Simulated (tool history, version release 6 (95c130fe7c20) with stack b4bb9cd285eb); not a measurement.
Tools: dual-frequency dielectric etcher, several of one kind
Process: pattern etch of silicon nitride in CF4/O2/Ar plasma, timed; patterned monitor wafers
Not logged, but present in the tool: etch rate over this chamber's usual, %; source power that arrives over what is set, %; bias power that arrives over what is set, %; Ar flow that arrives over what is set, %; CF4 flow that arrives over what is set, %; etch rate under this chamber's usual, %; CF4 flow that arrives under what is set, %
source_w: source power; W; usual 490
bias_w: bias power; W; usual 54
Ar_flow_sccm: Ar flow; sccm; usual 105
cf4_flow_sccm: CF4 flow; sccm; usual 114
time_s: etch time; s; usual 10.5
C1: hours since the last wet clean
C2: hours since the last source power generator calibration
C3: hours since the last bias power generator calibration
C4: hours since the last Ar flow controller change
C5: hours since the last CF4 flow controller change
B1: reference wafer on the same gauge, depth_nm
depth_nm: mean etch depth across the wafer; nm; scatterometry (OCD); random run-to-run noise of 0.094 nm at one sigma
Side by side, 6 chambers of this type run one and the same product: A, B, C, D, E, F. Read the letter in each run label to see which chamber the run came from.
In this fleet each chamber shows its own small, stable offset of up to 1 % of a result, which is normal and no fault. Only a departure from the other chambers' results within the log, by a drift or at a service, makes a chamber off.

{"run": "1F", "hour": 9.3, "source_w": 490, "bias_w": 54, "Ar_flow_sccm": 105, "cf4_flow_sccm": 114, "time_s": 10.5, "C1": 320.2, "C2": 1658.3, "C3": 1231.2, "C4": 17.7, "C5": 4348.1, "B1": 17.509, "depth_nm": 20.431}
{"run": "2D", "hour": 17.5, "source_w": 490, "bias_w": 54, "Ar_flow_sccm": 105, "cf4_flow_sccm": 114, "time_s": 10.5, "C1": 135.6, "C2": 3054.5, "C3": 547.7, "C4": 4552.3, "C5": 2655.8, "B1": 17.508, "depth_nm": 20.285}
{"run": "3C", "hour": 24.4, "source_w": 490, "bias_w": 54, "Ar_flow_sccm": 105, "cf4_flow_sccm": 114, "time_s": 10.5, "C1": 173.6, "C2": 3908.2, "C3": 3037.1, "C4": 544.5, "C5": 1216, "B1": 17.515, "depth_nm": 20.206}
{"run": "4A", "hour": 33.9, "source_w": 490, "bias_w": 54, "Ar_flow_sccm": 105, "cf4_flow_sccm": 114, "time_s": 10.5, "C1": 313.1, "C2": 2568, "C3": 371.5, "C4": 1354, "C5": 4505.7, "B1": 17.508, "depth_nm": 20.659}
{"run": "5B", "hour": 41.1, "source_w": 490, "bias_w": 54, "Ar_flow_sccm": 105, "cf4_flow_sccm": 114, "time_s": 10.5, "C1": 245.1, "C2": 3820.4, "C3": 3518.4, "C4": 1845.9, "C5": 4903.6, "B1": 17.509, "depth_nm": 20.375}
{"run": "6E", "hour": 48.2, "source_w": 490, "bias_w": 54, "Ar_flow_sccm": 105, "cf4_flow_sccm": 114, "time_s": 10.5, "C1": 274.3, "C2": 2376.3, "C3": 1126.3, "C4": 5118.9, "C5": 3730.4, "B1": 17.506, "depth_nm": 20.377}
{"run": "7B", "hour": 57.6, "source_w": 490, "bias_w": 54, "Ar_flow_sccm": 105, "cf4_flow_sccm": 114, "time_s": 10.5, "C1": 261.6, "C2": 3836.9, "C3": 3534.9, "C4": 1862.4, "C5": 4920.1, "B1": 17.503, "depth_nm": 20.496}
{"run": "8A", "hour": 65.9, "source_w": 490, "bias_w": 54, "Ar_flow_sccm": 105, "cf4_flow_sccm": 114, "time_s": 10.5, "C1": 345.1, "C2": 2600, "C3": 403.5, "C4": 1386, "C5": 4537.7, "B1": 17.486, "depth_nm": 20.506}
{"hour": 67.3, "done": "chamber B: bias power generator calibrated"}
{"run": "9C", "hour": 72.8, "source_w": 490, "bias_w": 54, "Ar_flow_sccm": 105, "cf4_flow_sccm": 114, "time_s": 10.5, "C1": 222, "C2": 3956.6, "C3": 3085.5, "C4": 592.9, "C5": 1264.4, "B1": 17.492, "depth_nm": 20.294}
{"run": "10E", "hour": 81.6, "source_w": 450, "bias_w": 54, "Ar_flow_sccm": 105, "cf4_flow_sccm": 129, "time_s": 10.5, "C1": 307.7, "C2": 2409.7, "C3": 1159.7, "C4": 5152.3, "C5": 3763.8, "B1": 17.491, "depth_nm": 19.306}
{"run": "11F", "hour": 91.4, "source_w": 450, "bias_w": 54, "Ar_flow_sccm": 105, "cf4_flow_sccm": 129, "time_s": 10.5, "C1": 402.3, "C2": 1740.4, "C3": 1313.3, "C4": 99.8, "C5": 4430.2, "B1": 17.487, "depth_nm": 19.328}
{"hour": 91.8, "done": "chamber F: wet clean of the chamber"}
{"run": "12D", "hour": 100.8, "source_w": 450, "bias_w": 54, "Ar_flow_sccm": 105, "cf4_flow_sccm": 129, "time_s": 10.5, "C1": 218.9, "C2": 3137.8, "C3": 631, "C4": 4635.6, "C5": 2739.1, "B1": 17.482, "depth_nm": 19.083}
{"run": "13D", "hour": 111.5, "source_w": 450, "bias_w": 54, "Ar_flow_sccm": 105, "cf4_flow_sccm": 129, "time_s": 10.5, "C1": 229.6, "C2": 3148.5, "C3": 641.7, "C4": 4646.3, "C5": 2749.8, "B1": 17.512, "depth_nm": 19.095}
{"run": "14C", "hour": 119.1, "source_w": 450, "bias_w": 54, "Ar_flow_sccm": 105, "cf4_flow_sccm": 129, "time_s": 10.5, "C1": 268.3, "C2": 4002.9, "C3": 3131.8, "C4": 639.2, "C5": 1310.7, "B1": 17.497, "depth_nm": 19.148}
{"hour": 120.9, "done": "chamber A: source power generator calibrated"}
{"run": "15B", "hour": 128.7, "source_w": 450, "bias_w": 54, "Ar_flow_sccm": 105, "cf4_flow_sccm": 129, "time_s": 10.5, "C1": 332.7, "C2": 3908, "C3": 61.4, "C4": 1933.5, "C5": 4991.2, "B1": 17.502, "depth_nm": 19.126}
{"hour": 128.9, "done": "chamber B: CF4 flow controller replaced"}
{"run": "16A", "hour": 137.0, "source_w": 490, "bias_w": 54, "Ar_flow_sccm": 105, "cf4_flow_sccm": 114, "time_s": 10.5, "C1": 416.2, "C2": 16.1, "C3": 474.6, "C4": 1457.1, "C5": 4608.8, "B1": 17.498, "depth_nm": 20.44}
{"run": "17F", "hour": 149.4, "source_w": 490, "bias_w": 54, "Ar_flow_sccm": 105, "cf4_flow_sccm": 114, "time_s": 10.5, "C1": 57.6, "C2": 1798.4, "C3": 1371.3, "C4": 157.8, "C5": 4488.2, "B1": 17.499, "depth_nm": 20.424}
{"run": "18E", "hour": 162.7, "source_w": 490, "bias_w": 54, "Ar_flow_sccm": 105, "cf4_flow_sccm": 114, "time_s": 10.5, "C1": 388.8, "C2": 2490.8, "C3": 1240.8, "C4": 5233.4, "C5": 3844.9, "B1": 17.515, "depth_nm": 20.398}
{"run": "19F", "hour": 174.0, "source_w": 490, "bias_w": 54, "Ar_flow_sccm": 105, "cf4_flow_sccm": 114, "time_s": 10.5, "C1": 82.2, "C2": 1823, "C3": 1395.9, "C4": 182.4, "C5": 4512.8, "B1": 17.49, "depth_nm": 20.476}
{"run": "20A", "hour": 185.0, "source_w": 490, "bias_w": 54, "Ar_flow_sccm": 105, "cf4_flow_sccm": 114, "time_s": 10.5, "C1": 464.2, "C2": 64.1, "C3": 522.6, "C4": 1505.1, "C5": 4656.8, "B1": 17.494, "depth_nm": 20.484}
{"run": "21E", "hour": 197.8, "source_w": 490, "bias_w": 54, "Ar_flow_sccm": 105, "cf4_flow_sccm": 114, "time_s": 10.5, "C1": 423.9, "C2": 2525.9, "C3": 1275.9, "C4": 5268.5, "C5": 3880, "B1": 17.509, "depth_nm": 20.591}
{"hour": 198.1, "done": "chamber B: Ar flow controller replaced"}
{"hour": 199.9, "done": "chamber E: Ar flow controller replaced"}
{"hour": 204.7, "done": "chamber C: wet clean of the chamber"}
{"hour": 205.1, "done": "chamber A: wet clean of the chamber"}
{"run": "22D", "hour": 209.3, "source_w": 490, "bias_w": 54, "Ar_flow_sccm": 105, "cf4_flow_sccm": 114, "time_s": 10.5, "C1": 327.4, "C2": 3246.3, "C3": 739.5, "C4": 4744.1, "C5": 2847.6, "B1": 17.501, "depth_nm": 20.064}
{"run": "23B", "hour": 219.3, "source_w": 490, "bias_w": 54, "Ar_flow_sccm": 105, "cf4_flow_sccm": 114, "time_s": 10.5, "C1": 423.3, "C2": 3998.6, "C3": 152, "C4": 21.2, "C5": 90.5, "B1": 17.494, "depth_nm": 20.419}
{"run": "24C", "hour": 227.9, "source_w": 490, "bias_w": 54, "Ar_flow_sccm": 105, "cf4_flow_sccm": 114, "time_s": 10.5, "C1": 23.2, "C2": 4111.7, "C3": 3240.6, "C4": 748, "C5": 1419.5, "B1": 17.492, "depth_nm": 19.352}
{"run": "25E", "hour": 240.0, "source_w": 490, "bias_w": 54, "Ar_flow_sccm": 105, "cf4_flow_sccm": 114, "time_s": 10.5, "C1": 466.1, "C2": 2568.1, "C3": 1318.1, "C4": 40.1, "C5": 3922.2, "B1": 17.497, "depth_nm": 20.42}
{"run": "26F", "hour": 249.0, "source_w": 490, "bias_w": 54, "Ar_flow_sccm": 105, "cf4_flow_sccm": 114, "time_s": 10.5, "C1": 157.2, "C2": 1898, "C3": 1470.9, "C4": 257.4, "C5": 4587.8, "B1": 17.497, "depth_nm": 20.514}
{"run": "27D", "hour": 259.4, "source_w": 490, "bias_w": 54, "Ar_flow_sccm": 105, "cf4_flow_sccm": 114, "time_s": 10.5, "C1": 377.5, "C2": 3296.4, "C3": 789.6, "C4": 4794.2, "C5": 2897.7, "B1": 17.497, "depth_nm": 20.175}
{"run": "28B", "hour": 265.9, "source_w": 490, "bias_w": 54, "Ar_flow_sccm": 105, "cf4_flow_sccm": 114, "time_s": 10.5, "C1": 469.9, "C2": 4045.2, "C3": 198.6, "C4": 67.8, "C5": 137.1, "B1": 17.51, "depth_nm": 20.361}
{"hour": 269.2, "done": "chamber E: wet clean of the chamber"}
{"run": "29A", "hour": 279.2, "source_w": 490, "bias_w": 54, "Ar_flow_sccm": 105, "cf4_flow_sccm": 114, "time_s": 10.5, "C1": 74.1, "C2": 158.3, "C3": 616.8, "C4": 1599.3, "C5": 4751, "B1": 17.525, "depth_nm": 20.455}
{"run": "30C", "hour": 290.0, "source_w": 490, "bias_w": 54, "Ar_flow_sccm": 105, "cf4_flow_sccm": 114, "time_s": 10.5, "C1": 85.3, "C2": 4173.8, "C3": 3302.7, "C4": 810.1, "C5": 1481.6, "B1": 17.509, "depth_nm": 19.237}
{"run": "31E", "hour": 298.1, "source_w": 490, "bias_w": 54, "Ar_flow_sccm": 105, "cf4_flow_sccm": 114, "time_s": 10.5, "C1": 28.9, "C2": 2626.2, "C3": 1376.2, "C4": 98.2, "C5": 3980.3, "B1": 17.494, "depth_nm": 20.474}
{"run": "32A", "hour": 307.5, "source_w": 490, "bias_w": 54, "Ar_flow_sccm": 105, "cf4_flow_sccm": 114, "time_s": 10.5, "C1": 102.4, "C2": 186.6, "C3": 645.1, "C4": 1627.6, "C5": 4779.3, "B1": 17.503, "depth_nm": 20.654}
{"run": "33F", "hour": 321.0, "source_w": 490, "bias_w": 59, "Ar_flow_sccm": 105, "cf4_flow_sccm": 114, "time_s": 10.5, "C1": 229.2, "C2": 1970, "C3": 1542.9, "C4": 329.4, "C5": 4659.8, "B1": 17.515, "depth_nm": 21.1}
{"run": "34D", "hour": 334.0, "source_w": 490, "bias_w": 59, "Ar_flow_sccm": 105, "cf4_flow_sccm": 114, "time_s": 10.5, "C1": 452.1, "C2": 3371, "C3": 864.2, "C4": 4868.8, "C5": 2972.3, "B1": 17.493, "depth_nm": 20.981}
{"hour": 336.8, "done": "chamber B: wet clean of the chamber"}
{"run": "35B", "hour": 340.4, "source_w": 490, "bias_w": 59, "Ar_flow_sccm": 105, "cf4_flow_sccm": 114, "time_s": 10.5, "C1": 3.6, "C2": 4119.7, "C3": 273.1, "C4": 142.3, "C5": 211.6, "B1": 17.5, "depth_nm": 21.102}
{"run": "36C", "hour": 352.2, "source_w": 490, "bias_w": 59, "Ar_flow_sccm": 105, "cf4_flow_sccm": 114, "time_s": 10.5, "C1": 147.5, "C2": 4236, "C3": 3364.9, "C4": 872.3, "C5": 1543.8, "B1": 17.503, "depth_nm": 19.877}
{"run": "37C", "hour": 363.0, "source_w": 490, "bias_w": 59, "Ar_flow_sccm": 105, "cf4_flow_sccm": 114, "time_s": 10.5, "C1": 158.3, "C2": 4246.8, "C3": 3375.7, "C4": 883.1, "C5": 1554.6, "B1": 17.505, "depth_nm": 20.036}
{"run": "38B", "hour": 370.6, "source_w": 490, "bias_w": 59, "Ar_flow_sccm": 105, "cf4_flow_sccm": 114, "time_s": 10.5, "C1": 33.8, "C2": 4149.9, "C3": 303.3, "C4": 172.5, "C5": 241.8, "B1": 17.495, "depth_nm": 20.934}
{"run": "39E", "hour": 379.9, "source_w": 490, "bias_w": 54, "Ar_flow_sccm": 105, "cf4_flow_sccm": 114, "time_s": 10.5, "C1": 110.7, "C2": 2708, "C3": 1458, "C4": 180, "C5": 4062.1, "B1": 17.496, "depth_nm": 20.237}
{"run": "40F", "hour": 386.7, "source_w": 490, "bias_w": 54, "Ar_flow_sccm": 105, "cf4_flow_sccm": 114, "time_s": 10.5, "C1": 294.9, "C2": 2035.7, "C3": 1608.6, "C4": 395.1, "C5": 4725.5, "B1": 17.492, "depth_nm": 20.532}
{"run": "41A", "hour": 397.0, "source_w": 490, "bias_w": 54, "Ar_flow_sccm": 105, "cf4_flow_sccm": 114, "time_s": 10.5, "C1": 191.9, "C2": 276.1, "C3": 734.6, "C4": 1717.1, "C5": 4868.8, "B1": 17.48, "depth_nm": 20.68}

For the next run the whole fleet of 6 chambers uses the same settings. Give each chamber's results:
{"run": "42A", "hour": 407.4, "source_w": 490, "bias_w": 54, "Ar_flow_sccm": 105, "cf4_flow_sccm": 114, "time_s": 10.5, "depth_nm": "?"}
{"run": "42B", "hour": 407.4, "source_w": 490, "bias_w": 54, "Ar_flow_sccm": 105, "cf4_flow_sccm": 114, "time_s": 10.5, "depth_nm": "?"}
{"run": "42C", "hour": 407.4, "source_w": 490, "bias_w": 54, "Ar_flow_sccm": 105, "cf4_flow_sccm": 114, "time_s": 10.5, "depth_nm": "?"}
{"run": "42D", "hour": 407.4, "source_w": 490, "bias_w": 54, "Ar_flow_sccm": 105, "cf4_flow_sccm": 114, "time_s": 10.5, "depth_nm": "?"}
{"run": "42E", "hour": 407.4, "source_w": 490, "bias_w": 54, "Ar_flow_sccm": 105, "cf4_flow_sccm": 114, "time_s": 10.5, "depth_nm": "?"}
{"run": "42F", "hour": 407.4, "source_w": 490, "bias_w": 54, "Ar_flow_sccm": 105, "cf4_flow_sccm": 114, "time_s": 10.5, "depth_nm": "?"}

run=42A depth_nm=20.41
run=42B depth_nm=20.212
run=42C depth_nm=19.435
run=42D depth_nm=20.148
run=42E depth_nm=20.315
run=42F depth_nm=20.322
